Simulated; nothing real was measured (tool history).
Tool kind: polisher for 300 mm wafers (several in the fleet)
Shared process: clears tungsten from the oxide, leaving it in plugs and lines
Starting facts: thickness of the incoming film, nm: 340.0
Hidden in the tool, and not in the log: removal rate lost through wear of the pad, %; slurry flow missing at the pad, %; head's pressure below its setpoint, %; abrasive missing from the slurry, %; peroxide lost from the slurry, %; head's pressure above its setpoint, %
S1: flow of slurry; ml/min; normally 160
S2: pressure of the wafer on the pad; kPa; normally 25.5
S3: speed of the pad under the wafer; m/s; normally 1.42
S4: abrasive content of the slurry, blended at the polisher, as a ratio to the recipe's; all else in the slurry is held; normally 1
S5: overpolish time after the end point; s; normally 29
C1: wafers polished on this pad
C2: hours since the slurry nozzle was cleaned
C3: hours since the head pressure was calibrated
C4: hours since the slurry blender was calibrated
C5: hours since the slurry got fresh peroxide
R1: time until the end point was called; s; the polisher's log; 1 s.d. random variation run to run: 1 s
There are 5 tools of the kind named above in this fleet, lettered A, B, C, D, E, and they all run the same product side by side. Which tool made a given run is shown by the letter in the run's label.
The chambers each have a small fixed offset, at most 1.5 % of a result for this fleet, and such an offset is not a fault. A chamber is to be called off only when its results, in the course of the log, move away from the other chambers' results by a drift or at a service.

run	hour	S1	S2	S3	S4	S5	C1	C2	C3	C4	C5	R1
1D	4.8	160	25.5	1.42	1	29	268	188.5	38.6	14.5	26.5	51.85
# hour 5: chamber C: worn pad replaced by a new one
# hour 8.8: chamber B: slurry nozzle cleaned
# hour 13.6: chamber B: slurry blender recalibrated
2B	13.8	160	25.5	1.42	1	29	940	5.1	1450.2	0.2	81.8	54.998
# hour 17: chamber A: slurry nozzle cleaned
3E	20.2	160	25.5	1.42	1	29	269	363.5	30	236.4	54.4	54.936
# hour 20.8: chamber B: worn pad replaced by a new one
# hour 22.7: chamber E: slurry tank refilled with fresh slurry and peroxide
4A	26.6	160	25.5	1.42	1	29	340	9.7	1150.3	103.4	83.1	50.997
# hour 35.2: chamber B: head pressure recalibrated
5C	36.1	160	25.5	1.42	1	29	275	475.6	409.2	103.4	77.2	53.232
# hour 36.4: chamber D: worn pad replaced by a new one
6B	44.5	160	25.5	1.42	1	29	209	35.8	9.3	30.9	112.5	56.042
# hour 47.9: chamber B: slurry tank refilled with fresh slurry and peroxide
7E	51.3	160	25.5	1.42	1	29	545	394.6	61.1	267.5	28.6	53.124
# hour 58.6: chamber C: slurry tank refilled with fresh slurry and peroxide
8A	60	160	25.5	1.42	1	29	636	43.1	1183.7	136.8	116.5	52.006
9C	67.5	160	25.5	1.42	1	29	553	507	440.6	134.8	9	54.61
10D	76.7	160	25.5	1.42	1	29	356	260.4	110.5	86.4	98.4	54.023
11C	87.1	160	25.5	1.42	1	29	726	526.6	460.2	154.4	28.6	54.753
# hour 94.3: chamber D: worn pad replaced by a new one
# hour 95.4: chamber E: slurry tank refilled with fresh slurry and peroxide
12E	95.8	160	25.5	1.42	1	29	938	439.1	105.6	312	0.4	53.409
# hour 101.5: chamber A: slurry blender recalibrated
13A	104	160	25.5	1.42	1	29	1025	87.1	1227.7	2.6	160.5	53.607
# hour 111.8: chamber E: slurry blender recalibrated
14B	114.4	160	25.5	1.42	1	29	828	105.7	79.2	100.8	66.6	55.186
15D	124	160	29	1.1	1	29	263	307.7	157.8	133.7	145.7	64.039
# hour 127.5: chamber D: slurry blender recalibrated
# hour 129.4: chamber A: worn pad replaced by a new one
16B	130.7	160	29	1.1	1	29	972	122	95.5	117.1	82.9	60.642
# hour 131.7: chamber B: worn pad replaced by a new one
# hour 133.7: chamber C: worn pad replaced by a new one
# hour 138.2: chamber D: slurry tank refilled with fresh slurry and peroxide
17C	138.5	160	29	1.1	1	29	43	578	511.6	205.8	80	61.2
# hour 145: chamber C: slurry tank refilled with fresh slurry and peroxide
18A	146.9	160	29	1.1	1	29	154	130	1270.6	45.5	203.4	62.19
# hour 153.6: chamber E: worn pad replaced by a new one
# hour 155.2: chamber D: worn pad replaced by a new one
19D	155.8	160	29	1.1	1	29	5	339.5	189.6	28.3	17.6	62.752
# hour 164.2: chamber E: slurry tank refilled with fresh slurry and peroxide
20E	166.8	160	25.5	1.42	1	29	117	510.1	176.6	55.1	2.7	53.815
21E	173.3	160	25.5	0.98	1	21	174	516.6	183.1	61.6	9.2	78.896
# hour 179.6: chamber C: slurry nozzle cleaned
22D	180	160	25.5	0.98	1	21	219	363.7	213.8	52.5	41.8	79.111
# hour 180.4: chamber B: slurry tank refilled with fresh slurry and peroxide
23B	184.9	160	25.5	0.98	1	21	470	176.2	149.7	171.3	4.6	75.541
24C	194.4	160	25.5	0.98	1	21	537	14.9	567.5	261.7	49.5	76.078
25A	202.6	160	25.5	0.98	1	21	647	185.7	1326.3	101.2	259.1	77.95
26E	212.3	160	25.5	1.42	1	29	519	555.6	222.1	100.6	48.2	55.289
27B	223.1	160	25.5	1.42	1	29	808	214.4	187.9	209.5	42.8	54.267
# hour 226.5: chamber D: worn pad replaced by a new one
28A	229.5	160	25.5	1.42	1	29	885	212.6	1353.2	128.1	286	55.772
# hour 236: chamber E: slurry tank refilled with fresh slurry and peroxide
# hour 237.4: chamber B: worn pad replaced by a new one
29D	237.5	125	33.1	1.42	1	29	98	421.2	271.3	110	99.3	43.863
# hour 243.3: chamber C: slurry tank refilled with fresh slurry and peroxide
30C	245.5	125	33.1	1.42	1	29	989	66	618.6	312.8	2.3	42.868
31C	252.3	125	33.1	1.42	1	29	1050	72.8	625.4	319.6	9.1	42.454
32D	263.2	125	33.1	1.42	1	29	325	446.9	297	135.7	125	44.803
33E	273.5	125	33.1	1.42	1	29	1061	616.8	283.3	161.8	37.5	45.099
34B	280.8	160	25.5	1.42	1	29	384	272.1	245.6	267.2	100.5	52.81
# hour 285.4: chamber D: worn pad replaced by a new one
# hour 286.3: chamber A: worn pad replaced by a new one
35A	288.3	160	25.5	1.42	1	29	17	271.4	1412	186.9	344.8	59.333
# hour 289.2: chamber D: slurry tank refilled with fresh slurry and peroxide
# hour 293.1: chamber E: slurry tank refilled with fresh slurry and peroxide
36A	296.9	160	25.5	1.42	1	29	93	280	1420.6	195.5	353.4	59.15
# hour 297.8: chamber D: slurry blender recalibrated
37B	305.6	160	25.5	1.42	1	29	603	296.9	270.4	292	125.3	53.02
# hour 311.9: chamber E: head pressure recalibrated
38D	312.2	160	25.5	1.42	1	29	237	495.9	346	14.5	23	54.442
# hour 314.8: chamber E: worn pad replaced by a new one
# hour 317.4: chamber E: slurry nozzle cleaned
39E	320.9	160	25.5	1.42	1	29	54	3.5	9.1	209.2	27.8	53.439

For the next run the whole fleet of 5 chambers uses the same settings. Give each chamber's results:
40A	329	160	25.5	1.42	1	29						?
40B	329	160	25.5	1.42	1	29						?
40C	329	160	25.5	1.42	1	29						?
40D	329	160	25.5	1.42	1	29						?
40E	329	160	25.5	1.42	1	29						?

run	R1
40A	61.333
40B	55.083
40C	51.507
40D	54.644
40E	52.666
